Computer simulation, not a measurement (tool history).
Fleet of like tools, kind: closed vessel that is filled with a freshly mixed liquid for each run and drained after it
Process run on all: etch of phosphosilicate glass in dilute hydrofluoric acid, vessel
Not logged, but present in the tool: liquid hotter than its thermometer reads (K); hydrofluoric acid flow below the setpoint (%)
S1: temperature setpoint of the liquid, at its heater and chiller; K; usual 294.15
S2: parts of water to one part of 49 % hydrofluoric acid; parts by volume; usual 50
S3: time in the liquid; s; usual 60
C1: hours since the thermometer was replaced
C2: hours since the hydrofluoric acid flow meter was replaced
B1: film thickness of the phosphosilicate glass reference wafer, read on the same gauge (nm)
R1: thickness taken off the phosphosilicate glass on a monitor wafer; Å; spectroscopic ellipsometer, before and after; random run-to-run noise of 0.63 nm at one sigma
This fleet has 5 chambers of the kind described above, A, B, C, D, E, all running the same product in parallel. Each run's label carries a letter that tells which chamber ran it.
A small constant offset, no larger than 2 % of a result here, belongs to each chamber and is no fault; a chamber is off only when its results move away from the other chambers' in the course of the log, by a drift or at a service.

run   hour      S1  S2  S3      C1      C2      B1       R1
 1B    3.8  294.15  50  60  1526.1   757.2  119.98   952.69
 2E    6.8  294.15  50  60  1359.1   884.9  119.99   937.33
 3A    9.9  294.15  50  60   164.0   133.8  119.96   950.79
 4D   14.2  294.15  50  60   821.1  1011.9  119.98   934.29
 5C   18.2  294.15  50  60   184.7  2255.6  120.07   945.58
 6A   22.4  294.15  50  60   176.5   146.3  120.00   934.55
 7C   26.9  294.15  50  60   193.4  2264.3  120.00   939.56
 8B   31.2  294.15  50  60  1553.5   784.6  120.00   951.82
 9E   34.9  294.15  50  60  1387.2   913.0  120.00   949.26
10D   37.2  294.15  50  60   844.1  1034.9  120.02   931.85
11C   40.3  294.15  50  60   206.8  2277.7  119.99   934.87
12D   42.6  297.65  70  60   849.5  1040.3  120.01   740.02
13B   45.1  297.65  70  60  1567.4   798.5  120.00   766.42
14A   48.4  297.65  70  60   202.5   172.3  120.04   764.52
15E   51.9  297.65  70  60  1404.2   930.0  120.01   760.15
16B   54.1  297.65  70  60  1576.4   807.5  120.03   765.72
17D   56.0  294.15  40  60   862.9  1053.7  120.03  1190.90
18E   59.2  294.15  40  60  1411.5   937.3  119.94  1190.90
19A   62.3  294.15  40  60   216.4   186.2  119.99  1191.70
20C   66.2  294.15  40  60   232.7  2303.6  119.98  1181.40
21D   69.7  294.15  40  60   876.6  1067.4  120.00  1171.70
22B   73.8  294.15  50  60  1596.1   827.2  119.99   960.55
23E   77.7  294.15  50  60  1430.0   955.8  120.04   935.55
24C   81.7  294.15  50  60   248.2  2319.1  119.95   941.13
25A   85.5  294.15  50  60   239.6   209.4  120.02   934.75
26E   87.9  294.15  50  60  1440.2   966.0  119.98   940.46
27A   92.1  294.15  50  60   246.2   216.0  119.97   936.82
28D   94.8  294.15  50  60   901.7  1092.5  119.99   937.96
29B   98.8  294.15  50  60  1621.1   852.2  120.01   955.37
30C  101.6  294.15  50  60   268.1  2339.0  120.02   946.31
31C  105.0  294.15  50  60   271.5  2342.4  119.98   937.50
32A  108.5  294.15  50  60   262.6   232.4  120.01   942.16
33E  111.7  294.15  50  60  1464.0   989.8  120.03   945.77
34D  115.2  291.65  50  45   922.1  1112.9  120.00   627.03
35B  118.7  291.65  50  45  1641.0   872.1  120.03   644.89
36C  122.3  291.65  50  45   288.8  2359.7  119.99   631.05
37E  124.7  291.65  50  45  1477.0  1002.8  120.01   637.76
38A  126.8  291.65  50  45   280.9   250.7  120.01   622.73
39D  130.0  294.15  50  60   936.9  1127.7  120.03   913.72
40B  132.5  294.15  50  60  1654.8   885.9  119.99   945.04
41E  136.7  294.15  50  60  1489.0  1014.8  120.01   942.36

One chamber off, gauge drift, or nothing amiss beyond the chambers' own small offsets? If it is a chamber, which one, and what is the likeliest cause?

No chamber is off and the gauge is stable; the differences are just each chamber's small, constant offset.

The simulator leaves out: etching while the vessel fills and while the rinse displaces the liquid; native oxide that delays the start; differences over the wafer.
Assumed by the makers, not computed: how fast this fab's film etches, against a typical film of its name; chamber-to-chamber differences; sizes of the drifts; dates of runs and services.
